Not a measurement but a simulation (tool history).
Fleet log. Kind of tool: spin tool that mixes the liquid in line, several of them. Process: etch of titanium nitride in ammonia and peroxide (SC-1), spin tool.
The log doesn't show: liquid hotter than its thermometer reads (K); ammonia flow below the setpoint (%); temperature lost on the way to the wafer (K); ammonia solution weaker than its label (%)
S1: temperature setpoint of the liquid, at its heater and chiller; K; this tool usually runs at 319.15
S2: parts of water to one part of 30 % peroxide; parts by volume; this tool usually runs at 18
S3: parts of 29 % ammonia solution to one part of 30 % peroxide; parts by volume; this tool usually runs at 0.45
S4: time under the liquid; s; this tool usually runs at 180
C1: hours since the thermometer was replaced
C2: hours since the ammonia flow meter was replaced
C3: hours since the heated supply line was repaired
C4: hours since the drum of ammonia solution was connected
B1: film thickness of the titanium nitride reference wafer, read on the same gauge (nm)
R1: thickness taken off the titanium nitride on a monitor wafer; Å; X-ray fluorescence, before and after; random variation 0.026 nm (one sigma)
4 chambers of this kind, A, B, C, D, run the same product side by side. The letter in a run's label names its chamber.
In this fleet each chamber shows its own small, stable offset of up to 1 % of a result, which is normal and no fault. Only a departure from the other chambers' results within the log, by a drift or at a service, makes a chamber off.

run 1A hour=7.8 | S1=319.15 S2=18 S3=0.45 S4=180 | C1=469.7 C2=108.0 C3=723.8 C4=358.3 | B1=50.018 | R1=32.621
run 2C hour=13.7 | S1=319.15 S2=18 S3=0.45 S4=180 | C1=230.0 C2=1320.6 C3=1538.6 C4=569.4 | B1=50.001 | R1=32.439
run 3D hour=25.9 | S1=319.15 S2=18 S3=0.45 S4=180 | C1=910.4 C2=680.5 C3=674.5 C4=196.4 | B1=50.005 | R1=32.551
run 4B hour=37.6 | S1=319.15 S2=18 S3=0.45 S4=180 | C1=1267.0 C2=197.7 C3=55.6 C4=145.6 | B1=49.960 | R1=32.587
run 5B hour=43.4 | S1=324.15 S2=18 S3=0.45 S4=180 | C1=1272.8 C2=203.5 C3=61.4 C4=151.4 | B1=50.041 | R1=46.299
run 6D hour=55.1 | S1=324.15 S2=18 S3=0.45 S4=180 | C1=939.6 C2=709.7 C3=703.7 C4=225.6 | B1=49.977 | R1=46.743
run 7A hour=65.1 | S1=324.15 S2=18 S3=0.45 S4=180 | C1=527.0 C2=165.3 C3=781.1 C4=415.6 | B1=50.001 | R1=46.538
run 8C hour=72.2 | S1=324.15 S2=18 S3=0.45 S4=180 | C1=288.5 C2=1379.1 C3=1597.1 C4=627.9 | B1=50.022 | R1=45.834
run 9B hour=79.3 | S1=319.15 S2=18 S3=0.45 S4=180 | C1=1308.7 C2=239.4 C3=97.3 C4=187.3 | B1=50.001 | R1=32.398
run 10C hour=88.2 | S1=319.15 S2=18 S3=0.45 S4=180 | C1=304.5 C2=1395.1 C3=1613.1 C4=643.9 | B1=50.026 | R1=32.651
run 11A hour=99.4 | S1=319.15 S2=18 S3=0.45 S4=180 | C1=561.3 C2=199.6 C3=815.4 C4=449.9 | B1=49.980 | R1=32.932
run 12D hour=105.5 | S1=319.15 S2=18 S3=0.45 S4=180 | C1=990.0 C2=760.1 C3=754.1 C4=276.0 | B1=49.987 | R1=32.791
run 13A hour=112.7 | S1=319.15 S2=18 S3=0.45 S4=180 | C1=574.6 C2=212.9 C3=828.7 C4=463.2 | B1=50.013 | R1=32.740
run 14B hour=119.6 | S1=319.15 S2=18 S3=0.45 S4=180 | C1=1349.0 C2=279.7 C3=137.6 C4=227.6 | B1=50.013 | R1=32.843
run 15C hour=126.8 | S1=319.15 S2=18 S3=0.45 S4=180 | C1=343.1 C2=1433.7 C3=1651.7 C4=682.5 | B1=50.026 | R1=32.698
run 16D hour=136.5 | S1=319.15 S2=18 S3=0.45 S4=180 | C1=1021.0 C2=791.1 C3=785.1 C4=307.0 | B1=49.986 | R1=32.930
run 17A hour=145.9 | S1=319.15 S2=18 S3=0.45 S4=180 | C1=607.8 C2=246.1 C3=861.9 C4=496.4 | B1=49.979 | R1=33.194
run 18C hour=156.1 | S1=319.15 S2=18 S3=0.45 S4=180 | C1=372.4 C2=1463.0 C3=1681.0 C4=711.8 | B1=49.993 | R1=32.861
run 19D hour=165.3 | S1=319.15 S2=18 S3=0.45 S4=180 | C1=1049.8 C2=819.9 C3=813.9 C4=335.8 | B1=50.004 | R1=32.741
run 20B hour=171.3 | S1=319.15 S2=18 S3=0.45 S4=180 | C1=1400.7 C2=331.4 C3=189.3 C4=279.3 | B1=50.038 | R1=32.749
run 21D hour=180.5 | S1=319.15 S2=18 S3=0.45 S4=180 | C1=1065.0 C2=835.1 C3=829.1 C4=351.0 | B1=49.987 | R1=32.948
run 22B hour=187.0 | S1=319.15 S2=18 S3=0.45 S4=180 | C1=1416.4 C2=347.1 C3=205.0 C4=295.0 | B1=49.953 | R1=32.426
run 23C hour=196.4 | S1=319.15 S2=18 S3=0.45 S4=180 | C1=412.7 C2=1503.3 C3=1721.3 C4=752.1 | B1=49.987 | R1=32.940
run 24A hour=205.6 | S1=319.15 S2=18 S3=0.45 S4=180 | C1=667.5 C2=305.8 C3=921.6 C4=556.1 | B1=49.972 | R1=33.526
-- hour=208.9 chamber D: new drum of ammonia solution connected
run 25A hour=215.4 | S1=319.15 S2=18 S3=0.45 S4=180 | C1=677.3 C2=315.6 C3=931.4 C4=565.9 | B1=49.971 | R1=33.275
run 26D hour=221.2 | S1=319.15 S2=18 S3=0.45 S4=180 | C1=1105.7 C2=875.8 C3=869.8 C4=12.4 | B1=50.026 | R1=32.849
run 27B hour=227.8 | S1=319.15 S2=18 S3=0.45 S4=180 | C1=1457.2 C2=387.9 C3=245.8 C4=335.8 | B1=49.995 | R1=32.717
run 28C hour=238.9 | S1=327.65 S2=18 S3=0.25 S4=180 | C1=455.2 C2=1545.8 C3=1763.8 C4=794.6 | B1=49.949 | R1=52.061
run 29A hour=245.5 | S1=327.65 S2=18 S3=0.25 S4=180 | C1=707.4 C2=345.7 C3=961.5 C4=596.0 | B1=49.964 | R1=54.636
run 30B hour=253.9 | S1=327.65 S2=18 S3=0.25 S4=180 | C1=1483.3 C2=414.0 C3=271.9 C4=361.9 | B1=50.012 | R1=52.467
run 31D hour=261.0 | S1=327.65 S2=18 S3=0.25 S4=180 | C1=1145.5 C2=915.6 C3=909.6 C4=52.2 | B1=50.013 | R1=52.946
run 32C hour=266.7 | S1=319.15 S2=18 S3=0.45 S4=180 | C1=483.0 C2=1573.6 C3=1791.6 C4=822.4 | B1=49.993 | R1=32.437
run 33A hour=277.6 | S1=319.15 S2=18 S3=0.45 S4=180 | C1=739.5 C2=377.8 C3=993.6 C4=628.1 | B1=50.011 | R1=34.041

Predict what each chamber gives when all 4 of them run the settings below next.
run 34A hour=286.4 | S1=319.15 S2=18 S3=0.45 S4=180 | R1=?
run 34B hour=286.4 | S1=319.15 S2=18 S3=0.45 S4=180 | R1=?
run 34C hour=286.4 | S1=319.15 S2=18 S3=0.45 S4=180 | R1=?
run 34D hour=286.4 | S1=319.15 S2=18 S3=0.45 S4=180 | R1=?

run=34A R1=33.959
run=34B R1=32.593
run=34C R1=32.032
run=34D R1=33.027
